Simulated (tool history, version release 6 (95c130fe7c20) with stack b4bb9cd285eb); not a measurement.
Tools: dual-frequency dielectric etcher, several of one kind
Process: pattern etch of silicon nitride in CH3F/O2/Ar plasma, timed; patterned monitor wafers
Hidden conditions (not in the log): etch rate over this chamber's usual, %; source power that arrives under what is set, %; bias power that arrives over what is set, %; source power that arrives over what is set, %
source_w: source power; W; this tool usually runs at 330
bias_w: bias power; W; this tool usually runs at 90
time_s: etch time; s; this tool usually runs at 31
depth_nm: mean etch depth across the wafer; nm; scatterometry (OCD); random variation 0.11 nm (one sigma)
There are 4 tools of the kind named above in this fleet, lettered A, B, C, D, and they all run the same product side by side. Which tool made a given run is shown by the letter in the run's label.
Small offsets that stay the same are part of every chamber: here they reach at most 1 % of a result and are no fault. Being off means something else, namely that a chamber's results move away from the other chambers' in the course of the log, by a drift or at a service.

run,hour,source_w,bias_w,time_s,hours since the last wet clean,hours since the last source power generator calibration,hours since the last bias power generator calibration,"read-back reference wafer on the same gauge, depth_nm",depth_nm
1C,11.3,330,90,31,201.4,1021.0,3608.3,22.489,21.808
2A,21.9,330,90,31,262.5,530.1,1338.0,22.505,21.840
3D,33.4,330,90,31,396.5,1565.6,2938.3,22.518,21.792
4B,49.2,330,90,31,127.0,1278.3,1502.8,22.494,21.935
5A,56.9,330,90,31,297.5,565.1,1373.0,22.525,21.642
6B,71.5,330,90,31,149.3,1300.6,1525.1,22.498,22.166
7C,88.0,330,90,31,278.1,1097.7,3685.0,22.520,21.934
8D,104.0,330,90,31,467.1,1636.2,3008.9,22.494,21.815
9B,119.7,330,90,31,197.5,1348.8,1573.3,22.507,21.952
10A,127.2,330,90,31,367.8,635.4,1443.3,22.504,21.593
11D,136.7,330,90,31,499.8,1668.9,3041.6,22.528,21.816
12C,144.2,330,90,31,334.3,1153.9,3741.2,22.511,21.760
13D,156.1,330,90,31,519.2,1688.3,3061.0,22.518,21.824
14B,166.1,330,90,31,243.9,1395.2,1619.7,22.493,21.996
# hour 171.7: chamber D: wet clean of the chamber
15A,180.6,330,90,31,421.2,688.8,1496.7,22.506,21.714
16C,191.4,330,90,31,381.5,1201.1,3788.4,22.516,22.013
# hour 201.6: chamber B: bias power generator calibrated
17D,205.8,330,90,31,34.1,1738.0,3110.7,22.524,22.011
18B,216.9,330,90,31,294.7,1446.0,15.3,22.534,21.964
19A,224.1,330,90,31,464.7,732.3,1540.2,22.507,21.790
20C,239.6,330,90,31,429.7,1249.3,3836.6,22.479,21.738
21B,250.8,330,90,31,328.6,1479.9,49.2,22.489,21.689
22D,263.9,330,90,31,92.2,1796.1,3168.8,22.489,21.785
23A,276.4,330,90,31,517.0,784.6,1592.5,22.498,21.966
24C,284.6,330,90,31,474.7,1294.3,3881.6,22.513,21.752
25A,299.6,330,90,31,540.2,807.8,1615.7,22.504,21.684
26B,315.0,330,90,31,392.8,1544.1,113.4,22.492,21.663
# hour 326.0: chamber A: wet clean of the chamber
27C,327.5,330,90,31,517.6,1337.2,3924.5,22.512,21.960
# hour 341.9: chamber C: wet clean of the chamber
28D,343.6,330,90,31,171.9,1875.8,3248.5,22.503,21.956
29C,355.4,330,90,26,13.5,1365.1,3952.4,22.507,18.230
30B,364.6,330,90,26,442.4,1593.7,163.0,22.491,18.328
31A,375.6,330,90,26,49.6,883.8,1691.7,22.519,18.132
32D,392.1,330,90,26,220.4,1924.3,3297.0,22.504,18.291
33B,408.2,330,90,31,486.0,1637.3,206.6,22.506,21.852
34A,415.9,330,90,31,89.9,924.1,1732.0,22.505,21.781
35D,431.9,380,74,31,260.2,1964.1,3336.8,22.530,21.416
# hour 447.6: chamber D: source power generator calibrated
36C,447.7,380,74,31,105.8,1457.4,4044.7,22.522,21.442
37A,456.9,380,74,31,130.9,965.1,1773.0,22.485,21.353
# hour 461.3: chamber B: wet clean of the chamber
38D,464.5,380,74,31,292.8,16.9,3369.4,22.492,21.431
39C,476.2,330,90,31,134.3,1485.9,4073.2,22.506,21.878
40B,487.1,330,90,31,25.9,1716.2,285.5,22.500,21.719
41B,502.6,330,90,31,41.4,1731.7,301.0,22.543,21.813

The same settings go to every chamber for the next run, one line per chamber below. Forecast the results for each:
42A,514.3,330,90,31,,,,,?
42B,514.3,330,90,31,,,,,?
42C,514.3,330,90,31,,,,,?
42D,514.3,330,90,31,,,,,?

run,depth_nm
42A,21.687
42B,21.653
42C,21.689
42D,21.866

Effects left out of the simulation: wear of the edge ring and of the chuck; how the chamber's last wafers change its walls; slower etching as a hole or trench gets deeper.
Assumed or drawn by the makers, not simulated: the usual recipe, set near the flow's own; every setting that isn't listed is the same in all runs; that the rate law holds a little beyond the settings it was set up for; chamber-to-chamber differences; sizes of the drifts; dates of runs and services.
